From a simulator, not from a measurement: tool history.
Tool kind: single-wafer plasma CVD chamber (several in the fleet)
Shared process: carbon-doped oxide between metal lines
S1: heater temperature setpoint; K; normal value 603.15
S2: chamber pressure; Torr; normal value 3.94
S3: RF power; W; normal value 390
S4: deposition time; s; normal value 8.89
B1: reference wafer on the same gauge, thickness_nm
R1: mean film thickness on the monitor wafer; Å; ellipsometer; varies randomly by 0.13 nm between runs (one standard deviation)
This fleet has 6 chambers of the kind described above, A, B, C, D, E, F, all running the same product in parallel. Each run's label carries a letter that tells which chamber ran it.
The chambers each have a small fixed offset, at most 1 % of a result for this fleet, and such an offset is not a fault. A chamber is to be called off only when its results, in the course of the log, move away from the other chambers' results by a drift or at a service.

{"run": "1C", "day": 0.129, "S1": 603.15, "S2": 3.94, "S3": 390, "S4": 8.89, "B1": 46.814, "R1": 397.06}
{"run": "2D", "day": 0.267, "S1": 603.15, "S2": 3.94, "S3": 390, "S4": 8.89, "B1": 46.784, "R1": 400.14}
{"run": "3E", "day": 0.388, "S1": 603.15, "S2": 3.94, "S3": 390, "S4": 8.89, "B1": 46.793, "R1": 403.06}
{"day": 0.421, "done": "chamber E: thermocouple changed; heater temperature recalibrated"}
{"run": "4F", "day": 0.558, "S1": 603.15, "S2": 3.94, "S3": 390, "S4": 8.89, "B1": 46.778, "R1": 401.08}
{"run": "5A", "day": 0.754, "S1": 603.15, "S2": 3.94, "S3": 390, "S4": 8.89, "B1": 46.833, "R1": 404.57}
{"run": "6B", "day": 0.883, "S1": 603.15, "S2": 3.94, "S3": 390, "S4": 8.89, "B1": 46.772, "R1": 401.62}
{"run": "7E", "day": 1.1, "S1": 612.15, "S2": 3.94, "S3": 320, "S4": 8.89, "B1": 46.796, "R1": 332.92}
{"run": "8D", "day": 1.246, "S1": 612.15, "S2": 3.94, "S3": 320, "S4": 8.89, "B1": 46.805, "R1": 334.09}
{"run": "9C", "day": 1.412, "S1": 612.15, "S2": 3.94, "S3": 320, "S4": 8.89, "B1": 46.791, "R1": 333.21}
{"run": "10B", "day": 1.562, "S1": 612.15, "S2": 3.94, "S3": 320, "S4": 8.89, "B1": 46.791, "R1": 332.25}
{"run": "11F", "day": 1.671, "S1": 612.15, "S2": 3.94, "S3": 320, "S4": 8.89, "B1": 46.791, "R1": 332.24}
{"run": "12A", "day": 1.883, "S1": 612.15, "S2": 3.94, "S3": 320, "S4": 8.89, "B1": 46.815, "R1": 336.55}
{"run": "13A", "day": 2.0, "S1": 603.15, "S2": 3.94, "S3": 390, "S4": 8.89, "B1": 46.845, "R1": 403.89}
{"run": "14D", "day": 2.117, "S1": 603.15, "S2": 3.94, "S3": 390, "S4": 8.89, "B1": 46.806, "R1": 402.17}
{"run": "15C", "day": 2.258, "S1": 603.15, "S2": 3.94, "S3": 390, "S4": 8.89, "B1": 46.795, "R1": 396.6}
{"run": "16F", "day": 2.462, "S1": 603.15, "S2": 3.94, "S3": 390, "S4": 8.89, "B1": 46.822, "R1": 401.23}
{"run": "17E", "day": 2.65, "S1": 603.15, "S2": 3.94, "S3": 390, "S4": 8.89, "B1": 46.82, "R1": 399.64}
{"run": "18B", "day": 2.775, "S1": 603.15, "S2": 3.94, "S3": 390, "S4": 8.89, "B1": 46.782, "R1": 400.55}
{"run": "19D", "day": 2.996, "S1": 603.15, "S2": 3.94, "S3": 390, "S4": 8.89, "B1": 46.778, "R1": 399.77}
{"run": "20F", "day": 3.2, "S1": 603.15, "S2": 3.25, "S3": 390, "S4": 10.08, "B1": 46.786, "R1": 444.32}
{"run": "21E", "day": 3.304, "S1": 603.15, "S2": 3.25, "S3": 390, "S4": 10.08, "B1": 46.806, "R1": 445.17}
{"run": "22B", "day": 3.517, "S1": 603.15, "S2": 3.25, "S3": 390, "S4": 10.08, "B1": 46.831, "R1": 445.73}
{"run": "23C", "day": 3.629, "S1": 603.15, "S2": 3.25, "S3": 390, "S4": 10.08, "B1": 46.774, "R1": 440.11}
{"run": "24A", "day": 3.788, "S1": 603.15, "S2": 3.25, "S3": 390, "S4": 10.08, "B1": 46.865, "R1": 447.27}
{"run": "25F", "day": 3.938, "S1": 603.15, "S2": 3.25, "S3": 390, "S4": 10.08, "B1": 46.81, "R1": 446.41}
{"run": "26B", "day": 4.108, "S1": 603.15, "S2": 3.94, "S3": 390, "S4": 8.89, "B1": 46.862, "R1": 402.04}
{"run": "27C", "day": 4.308, "S1": 603.15, "S2": 3.94, "S3": 390, "S4": 8.89, "B1": 46.774, "R1": 396.18}
{"run": "28A", "day": 4.496, "S1": 603.15, "S2": 3.94, "S3": 390, "S4": 8.89, "B1": 46.807, "R1": 402.59}
{"run": "29E", "day": 4.608, "S1": 603.15, "S2": 3.94, "S3": 440, "S4": 8.89, "B1": 46.782, "R1": 437.5}
{"run": "30D", "day": 4.788, "S1": 603.15, "S2": 3.94, "S3": 440, "S4": 8.89, "B1": 46.791, "R1": 438.61}
{"run": "31A", "day": 4.979, "S1": 603.15, "S2": 3.94, "S3": 440, "S4": 8.89, "B1": 46.829, "R1": 439.88}
{"run": "32C", "day": 5.142, "S1": 603.15, "S2": 3.94, "S3": 440, "S4": 8.89, "B1": 46.788, "R1": 436.01}
{"run": "33E", "day": 5.279, "S1": 603.15, "S2": 3.94, "S3": 440, "S4": 8.89, "B1": 46.771, "R1": 438.45}
{"run": "34D", "day": 5.412, "S1": 603.15, "S2": 3.94, "S3": 440, "S4": 8.89, "B1": 46.801, "R1": 439.02}
{"run": "35B", "day": 5.588, "S1": 603.15, "S2": 3.94, "S3": 390, "S4": 8.89, "B1": 46.816, "R1": 399.1}
{"run": "36F", "day": 5.808, "S1": 603.15, "S2": 3.94, "S3": 390, "S4": 8.89, "B1": 46.768, "R1": 401.19}
{"run": "37B", "day": 5.917, "S1": 603.15, "S2": 3.94, "S3": 390, "S4": 8.89, "B1": 46.799, "R1": 401.1}
{"day": 5.929, "done": "chamber F: capacitance manometer re-zeroed and calibrated"}
{"run": "38A", "day": 6.138, "S1": 603.15, "S2": 3.32, "S3": 390, "S4": 9.64, "B1": 46.783, "R1": 428.74}
{"run": "39D", "day": 6.25, "S1": 603.15, "S2": 3.32, "S3": 390, "S4": 9.64, "B1": 46.803, "R1": 425.0}
{"run": "40E", "day": 6.458, "S1": 603.15, "S2": 3.32, "S3": 390, "S4": 9.64, "B1": 46.787, "R1": 425.54}
{"run": "41F", "day": 6.567, "S1": 603.15, "S2": 3.32, "S3": 390, "S4": 9.64, "B1": 46.771, "R1": 425.06}
{"run": "42C", "day": 6.788, "S1": 603.15, "S2": 3.32, "S3": 390, "S4": 9.64, "B1": 46.803, "R1": 420.78}
{"run": "43E", "day": 6.958, "S1": 603.15, "S2": 3.32, "S3": 390, "S4": 9.64, "B1": 46.796, "R1": 425.39}
{"day": 7.125, "done": "chamber C: thermocouple changed; heater temperature recalibrated"}
{"run": "44C", "day": 7.175, "S1": 603.15, "S2": 3.94, "S3": 390, "S4": 8.89, "B1": 46.81, "R1": 396.07}

All 6 chambers run these settings next. Forecast each chamber's results:
{"run": "45A", "day": 7.338, "S1": 603.15, "S2": 3.59, "S3": 390, "S4": 8.89, "R1": "?"}
{"run": "45B", "day": 7.338, "S1": 603.15, "S2": 3.59, "S3": 390, "S4": 8.89, "R1": "?"}
{"run": "45C", "day": 7.338, "S1": 603.15, "S2": 3.59, "S3": 390, "S4": 8.89, "R1": "?"}
{"run": "45D", "day": 7.338, "S1": 603.15, "S2": 3.59, "S3": 390, "S4": 8.89, "R1": "?"}
{"run": "45E", "day": 7.338, "S1": 603.15, "S2": 3.59, "S3": 390, "S4": 8.89, "R1": "?"}
{"run": "45F", "day": 7.338, "S1": 603.15, "S2": 3.59, "S3": 390, "S4": 8.89, "R1": "?"}

run=45A R1=398.59
run=45B R1=397.37
run=45C R1=395.58
run=45D R1=396.72
run=45E R1=395.24
run=45F R1=397.13
